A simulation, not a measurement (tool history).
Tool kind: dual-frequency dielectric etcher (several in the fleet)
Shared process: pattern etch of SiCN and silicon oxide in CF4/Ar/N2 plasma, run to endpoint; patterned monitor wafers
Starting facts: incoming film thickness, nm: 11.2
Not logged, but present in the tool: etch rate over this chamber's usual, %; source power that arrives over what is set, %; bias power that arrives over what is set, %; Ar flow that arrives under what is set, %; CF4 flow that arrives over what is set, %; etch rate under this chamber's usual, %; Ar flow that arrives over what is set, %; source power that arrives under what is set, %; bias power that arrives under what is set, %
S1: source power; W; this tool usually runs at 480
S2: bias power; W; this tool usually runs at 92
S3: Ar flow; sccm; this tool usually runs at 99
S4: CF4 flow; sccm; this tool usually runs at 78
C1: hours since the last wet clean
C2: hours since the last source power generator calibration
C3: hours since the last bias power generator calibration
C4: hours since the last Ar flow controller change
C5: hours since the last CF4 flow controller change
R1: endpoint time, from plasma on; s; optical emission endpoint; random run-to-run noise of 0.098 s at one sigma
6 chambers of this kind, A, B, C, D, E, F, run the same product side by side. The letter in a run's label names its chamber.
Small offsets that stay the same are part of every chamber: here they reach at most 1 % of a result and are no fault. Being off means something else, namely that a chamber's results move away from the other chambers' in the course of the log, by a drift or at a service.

-- day=0.175 chamber E: bias power generator calibrated
run 1A day=0.212 | S1=480 S2=92 S3=99 S4=78 | C1=179.7 C2=1870.1 C3=2970.7 C4=1832 C5=2193.7 | R1=11.162
run 2B day=0.338 | S1=480 S2=92 S3=99 S4=78 | C1=238.8 C2=375.1 C3=189.3 C4=3600.2 C5=4721.5 | R1=11.095
run 3F day=0.529 | S1=480 S2=92 S3=99 S4=78 | C1=211.8 C2=48.4 C3=1304.6 C4=1526.8 C5=553.8 | R1=10.969
run 4E day=0.758 | S1=480 S2=92 S3=99 S4=78 | C1=218.9 C2=580 C3=14.1 C4=3713.1 C5=319.4 | R1=11.173
run 5D day=0.962 | S1=480 S2=92 S3=76 S4=86 | C1=45.6 C2=1266.4 C3=1242.6 C4=619.1 C5=434 | R1=10.698
run 6C day=1.112 | S1=480 S2=92 S3=76 S4=86 | C1=249.5 C2=2219 C3=747.8 C4=2950 C5=471.3 | R1=10.627
run 7D day=1.362 | S1=480 S2=92 S3=76 S4=86 | C1=55.2 C2=1276 C3=1252.2 C4=628.7 C5=443.6 | R1=10.698
run 8C day=1.621 | S1=480 S2=92 S3=76 S4=86 | C1=261.7 C2=2231.2 C3=760 C4=2962.2 C5=483.5 | R1=10.606
run 9E day=1.783 | S1=480 S2=92 S3=76 S4=86 | C1=243.5 C2=604.6 C3=38.7 C4=3737.7 C5=344 | R1=10.478
run 10F day=2.004 | S1=480 S2=92 S3=76 S4=86 | C1=247.2 C2=83.8 C3=1340 C4=1562.2 C5=589.2 | R1=10.694
run 11A day=2.154 | S1=480 S2=92 S3=99 S4=78 | C1=226.3 C2=1916.7 C3=3017.3 C4=1878.6 C5=2240.3 | R1=10.983
run 12B day=2.383 | S1=480 S2=92 S3=99 S4=78 | C1=287.9 C2=424.2 C3=238.4 C4=3649.3 C5=4770.6 | R1=11.194
run 13B day=2.571 | S1=480 S2=92 S3=99 S4=78 | C1=292.4 C2=428.7 C3=242.9 C4=3653.8 C5=4775.1 | R1=11.271
run 14C day=2.812 | S1=480 S2=92 S3=99 S4=78 | C1=290.3 C2=2259.8 C3=788.6 C4=2990.8 C5=512.1 | R1=11.229
run 15D day=3.025 | S1=540 S2=92 S3=99 S4=78 | C1=95.1 C2=1315.9 C3=1292.1 C4=668.6 C5=483.5 | R1=9.8832
run 16A day=3.283 | S1=540 S2=92 S3=99 S4=78 | C1=253.4 C2=1943.8 C3=3044.4 C4=1905.7 C5=2267.4 | R1=9.9673
run 17E day=3.483 | S1=540 S2=92 S3=99 S4=78 | C1=284.3 C2=645.4 C3=79.5 C4=3778.5 C5=384.8 | R1=9.9553
run 18F day=3.679 | S1=540 S2=92 S3=99 S4=78 | C1=287.4 C2=124 C3=1380.2 C4=1602.4 C5=629.4 | R1=9.8681
run 19F day=3.796 | S1=540 S2=92 S3=99 S4=78 | C1=290.2 C2=126.8 C3=1383 C4=1605.2 C5=632.2 | R1=10.059
run 20B day=4.012 | S1=540 S2=92 S3=99 S4=78 | C1=327 C2=463.3 C3=277.5 C4=3688.4 C5=4809.7 | R1=9.9941
run 21C day=4.133 | S1=480 S2=92 S3=99 S4=78 | C1=322 C2=2291.5 C3=820.3 C4=3022.5 C5=543.8 | R1=11.207
run 22A day=4.358 | S1=480 S2=92 S3=99 S4=78 | C1=279.2 C2=1969.6 C3=3070.2 C4=1931.5 C5=2293.2 | R1=11.223
run 23D day=4.604 | S1=540 S2=92 S3=113 S4=78 | C1=133 C2=1353.8 C3=1330 C4=706.5 C5=521.4 | R1=10.298
run 24E day=4.867 | S1=540 S2=92 S3=113 S4=78 | C1=317.5 C2=678.6 C3=112.7 C4=3811.7 C5=418 | R1=10.063
run 25F day=5.125 | S1=540 S2=92 S3=113 S4=78 | C1=322.1 C2=158.7 C3=1414.9 C4=1637.1 C5=664.1 | R1=10.155
run 26B day=5.317 | S1=540 S2=92 S3=113 S4=78 | C1=358.3 C2=494.6 C3=308.8 C4=3719.7 C5=4841 | R1=10.139
run 27A day=5.492 | S1=540 S2=92 S3=113 S4=78 | C1=306.4 C2=1996.8 C3=3097.4 C4=1958.7 C5=2320.4 | R1=10.159
run 28E day=5.608 | S1=540 S2=92 S3=113 S4=78 | C1=335.3 C2=696.4 C3=130.5 C4=3829.5 C5=435.8 | R1=10.219
run 29D day=5.762 | S1=480 S2=92 S3=99 S4=78 | C1=160.8 C2=1381.6 C3=1357.8 C4=734.3 C5=549.2 | R1=11.151
run 30C day=6.021 | S1=480 S2=92 S3=99 S4=78 | C1=367.3 C2=2336.8 C3=865.6 C4=3067.8 C5=589.1 | R1=11.302
-- day=6.2 chamber C: wet clean of the chamber
run 31A day=6.283 | S1=540 S2=80 S3=99 S4=78 | C1=325.4 C2=2015.8 C3=3116.4 C4=1977.7 C5=2339.4 | R1=10.405
run 32E day=6.504 | S1=540 S2=80 S3=99 S4=78 | C1=356.8 C2=717.9 C3=152 C4=3851 C5=457.3 | R1=10.641
run 33B day=6.721 | S1=540 S2=80 S3=99 S4=78 | C1=392 C2=528.3 C3=342.5 C4=3753.4 C5=4874.7 | R1=10.425
run 34F day=6.871 | S1=540 S2=80 S3=99 S4=78 | C1=364 C2=200.6 C3=1456.8 C4=1679 C5=706 | R1=10.568
run 35C day=7.104 | S1=540 S2=80 S3=99 S4=78 | C1=21.8 C2=2362.8 C3=891.6 C4=3093.8 C5=615.1 | R1=10.681
run 36D day=7.254 | S1=540 S2=80 S3=99 S4=78 | C1=196.6 C2=1417.4 C3=1393.6 C4=770.1 C5=585 | R1=10.53
run 37B day=7.45 | S1=480 S2=92 S3=99 S4=78 | C1=409.5 C2=545.8 C3=360 C4=3770.9 C5=4892.2 | R1=10.993
run 38A day=7.583 | S1=480 S2=92 S3=99 S4=78 | C1=356.6 C2=2047 C3=3147.6 C4=2008.9 C5=2370.6 | R1=11.118

Predict what each chamber gives when all 6 of them run the settings below next.
run 39A day=7.775 | S1=480 S2=92 S3=120 S4=78 | R1=?
run 39B day=7.775 | S1=480 S2=92 S3=120 S4=78 | R1=?
run 39C day=7.775 | S1=480 S2=92 S3=120 S4=78 | R1=?
run 39D day=7.775 | S1=480 S2=92 S3=120 S4=78 | R1=?
run 39E day=7.775 | S1=480 S2=92 S3=120 S4=78 | R1=?
run 39F day=7.775 | S1=480 S2=92 S3=120 S4=78 | R1=?

run=39A R1=11.47
run=39B R1=11.236
run=39C R1=11.504
run=39D R1=11.407
run=39E R1=11.406
run=39F R1=11.521
